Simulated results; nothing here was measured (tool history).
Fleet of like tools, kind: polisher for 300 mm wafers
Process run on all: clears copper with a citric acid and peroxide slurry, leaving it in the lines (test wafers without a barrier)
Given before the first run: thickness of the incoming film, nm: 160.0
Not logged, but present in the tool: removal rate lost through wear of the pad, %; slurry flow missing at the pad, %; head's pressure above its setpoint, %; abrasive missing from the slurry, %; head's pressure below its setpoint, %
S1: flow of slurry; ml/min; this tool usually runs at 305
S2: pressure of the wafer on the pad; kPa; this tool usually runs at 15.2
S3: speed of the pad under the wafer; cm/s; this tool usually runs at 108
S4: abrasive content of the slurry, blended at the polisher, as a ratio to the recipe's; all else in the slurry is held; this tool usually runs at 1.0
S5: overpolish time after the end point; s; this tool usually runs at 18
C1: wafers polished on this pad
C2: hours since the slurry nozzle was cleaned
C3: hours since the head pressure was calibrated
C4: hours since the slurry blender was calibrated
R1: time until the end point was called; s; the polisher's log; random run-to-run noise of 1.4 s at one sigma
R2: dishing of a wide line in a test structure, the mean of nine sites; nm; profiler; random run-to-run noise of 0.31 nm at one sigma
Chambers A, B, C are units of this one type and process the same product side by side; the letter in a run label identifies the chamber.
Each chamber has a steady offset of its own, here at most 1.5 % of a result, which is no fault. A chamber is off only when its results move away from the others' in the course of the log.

| run | hour | S1 | S2 | S3 | S4 | S5 | C1 | C2 | C3 | C4 | R1 | R2 |
|---|---|---|---|---|---|---|---|---|---|---|---|---|
| 1C | 13.9 | 305 | 15.2 | 108 | 1.0 | 18 | 174 | 205.9 | 428.9 | 207.6 | 109.050 | 19.533 |
| 2B | 27.3 | 305 | 15.2 | 108 | 1.0 | 18 | 482 | 253.2 | 727.0 | 249.8 | 111.270 | 19.769 |
|  | 38.3 | chamber A: slurry blender recalibrated |
|  | 40.0 | chamber A: slurry nozzle cleaned |
| 3A | 40.5 | 305 | 15.2 | 108 | 1.0 | 18 | 341 | 0.5 | 372.1 | 2.2 | 112.890 | 19.150 |
| 4C | 48.6 | 305 | 15.2 | 108 | 1.0 | 18 | 415 | 240.6 | 463.6 | 242.3 | 110.810 | 20.164 |
|  | 58.3 | chamber A: worn pad replaced by a new one |
| 5A | 58.5 | 305 | 15.2 | 108 | 1.0 | 18 | 1 | 18.5 | 390.1 | 20.2 | 112.130 | 19.555 |
|  | 61.2 | chamber B: slurry blender recalibrated |
|  | 63.3 | chamber C: worn pad replaced by a new one |
| 6B | 69.1 | 305 | 15.2 | 108 | 1.0 | 18 | 772 | 295.0 | 768.8 | 8.0 | 111.580 | 19.836 |
| 7A | 77.1 | 305 | 15.2 | 108 | 1.0 | 18 | 130 | 37.1 | 408.7 | 38.8 | 109.820 | 18.986 |
|  | 77.4 | chamber B: head pressure recalibrated |
| 8B | 84.6 | 305 | 15.2 | 108 | 1.0 | 18 | 879 | 310.5 | 7.2 | 23.5 | 110.590 | 20.029 |
| 9C | 93.5 | 305 | 15.2 | 108 | 1.0 | 18 | 209 | 285.5 | 508.5 | 287.2 | 111.600 | 19.879 |
| 10B | 102.0 | 305 | 15.2 | 134 | 0.7 | 18 | 1000 | 327.9 | 24.6 | 40.9 | 96.851 | 22.443 |
| 11A | 109.1 | 305 | 15.2 | 134 | 0.7 | 18 | 352 | 69.1 | 440.7 | 70.8 | 96.896 | 21.029 |
| 12C | 116.3 | 305 | 15.2 | 134 | 0.7 | 18 | 367 | 308.3 | 531.3 | 310.0 | 95.929 | 21.871 |
| 13B | 127.7 | 305 | 11.0 | 108 | 1.0 | 22 | 1178 | 353.6 | 50.3 | 66.6 | 148.970 | 17.902 |
|  | 130.6 | chamber C: worn pad replaced by a new one |
|  | 135.3 | chamber A: worn pad replaced by a new one |
|  | 136.2 | chamber C: slurry blender recalibrated |
| 14C | 141.0 | 305 | 11.0 | 108 | 1.0 | 22 | 72 | 333.0 | 556.0 | 4.9 | 148.950 | 17.830 |
| 15A | 154.5 | 305 | 11.0 | 108 | 1.0 | 22 | 133 | 114.5 | 486.1 | 116.2 | 149.600 | 17.054 |
| 16A | 165.9 | 305 | 15.2 | 108 | 1.0 | 18 | 212 | 125.9 | 497.5 | 127.6 | 109.070 | 19.709 |
| 17B | 173.5 | 305 | 15.2 | 108 | 1.1 | 18 | 1495 | 399.4 | 96.1 | 112.4 | 112.450 | 19.548 |
| 18C | 180.4 | 305 | 15.2 | 108 | 1.1 | 18 | 345 | 372.4 | 595.4 | 44.3 | 105.880 | 19.664 |
| 19C | 190.2 | 305 | 15.2 | 108 | 1.1 | 18 | 413 | 382.2 | 605.2 | 54.1 | 105.550 | 20.807 |
| 20B | 202.8 | 305 | 15.2 | 108 | 1.0 | 18 | 1698 | 428.7 | 125.4 | 141.7 | 111.620 | 19.960 |
|  | 210.9 | chamber A: worn pad replaced by a new one |
|  | 212.1 | chamber C: worn pad replaced by a new one |
| 21A | 215.7 | 305 | 10.3 | 108 | 1.0 | 18 | 33 | 175.7 | 547.3 | 177.4 | 159.680 | 13.944 |
| 22A | 223.5 | 305 | 10.3 | 108 | 1.0 | 18 | 87 | 183.5 | 555.1 | 185.2 | 157.090 | 13.703 |
| 23C | 229.7 | 305 | 10.3 | 108 | 1.0 | 18 | 122 | 421.7 | 644.7 | 93.6 | 157.890 | 13.961 |
| 24B | 242.0 | 305 | 15.2 | 108 | 1.0 | 18 | 1969 | 467.9 | 164.6 | 180.9 | 111.580 | 18.843 |
|  | 252.0 | chamber C: head pressure recalibrated |
| 25A | 252.8 | 305 | 15.2 | 108 | 1.0 | 18 | 290 | 212.8 | 584.4 | 214.5 | 112.570 | 19.749 |
| 26C | 261.7 | 305 | 15.2 | 108 | 0.8 | 22 | 344 | 453.7 | 9.8 | 125.6 | 117.220 | 22.305 |
| 27B | 269.8 | 305 | 15.2 | 108 | 0.8 | 22 | 2162 | 495.7 | 192.4 | 208.7 | 120.600 | 20.961 |
| 28C | 278.8 | 305 | 15.2 | 108 | 0.8 | 22 | 462 | 470.8 | 26.9 | 142.7 | 115.310 | 21.999 |
|  | 280.0 | chamber C: worn pad replaced by a new one |
|  | 281.0 | chamber A: worn pad replaced by a new one |
| 29B | 289.1 | 305 | 15.2 | 108 | 1.0 | 18 | 2296 | 515.0 | 211.7 | 228.0 | 115.600 | 18.874 |
|  | 299.0 | chamber B: slurry blender recalibrated |
| 30A | 301.0 | 305 | 15.2 | 108 | 1.0 | 18 | 138 | 261.0 | 632.6 | 262.7 | 111.160 | 19.756 |
| 31A | 311.2 | 305 | 15.2 | 108 | 1.0 | 18 | 209 | 271.2 | 642.8 | 272.9 | 108.980 | 19.050 |
|  | 312.5 | chamber C: slurry nozzle cleaned |
| 32B | 321.6 | 305 | 15.2 | 108 | 1.0 | 18 | 2521 | 547.5 | 244.2 | 22.7 | 120.410 | 18.830 |
| 33C | 331.0 | 305 | 15.2 | 108 | 1.0 | 18 | 353 | 18.5 | 79.1 | 194.9 | 111.340 | 19.914 |

Next, every chamber runs the same settings. What will each give?
| 34A | 341.1 | 305 | 15.2 | 108 | 1.0 | 18 |  |  |  |  | ? | ? |
| 34B | 341.1 | 305 | 15.2 | 108 | 1.0 | 18 |  |  |  |  | ? | ? |
| 34C | 341.1 | 305 | 15.2 | 108 | 1.0 | 18 |  |  |  |  | ? | ? |

| run | R1 | R2 |
|---|---|---|
| 34A | 109.030 | 19.319 |
| 34B | 119.490 | 18.425 |
| 34C | 110.180 | 20.214 |

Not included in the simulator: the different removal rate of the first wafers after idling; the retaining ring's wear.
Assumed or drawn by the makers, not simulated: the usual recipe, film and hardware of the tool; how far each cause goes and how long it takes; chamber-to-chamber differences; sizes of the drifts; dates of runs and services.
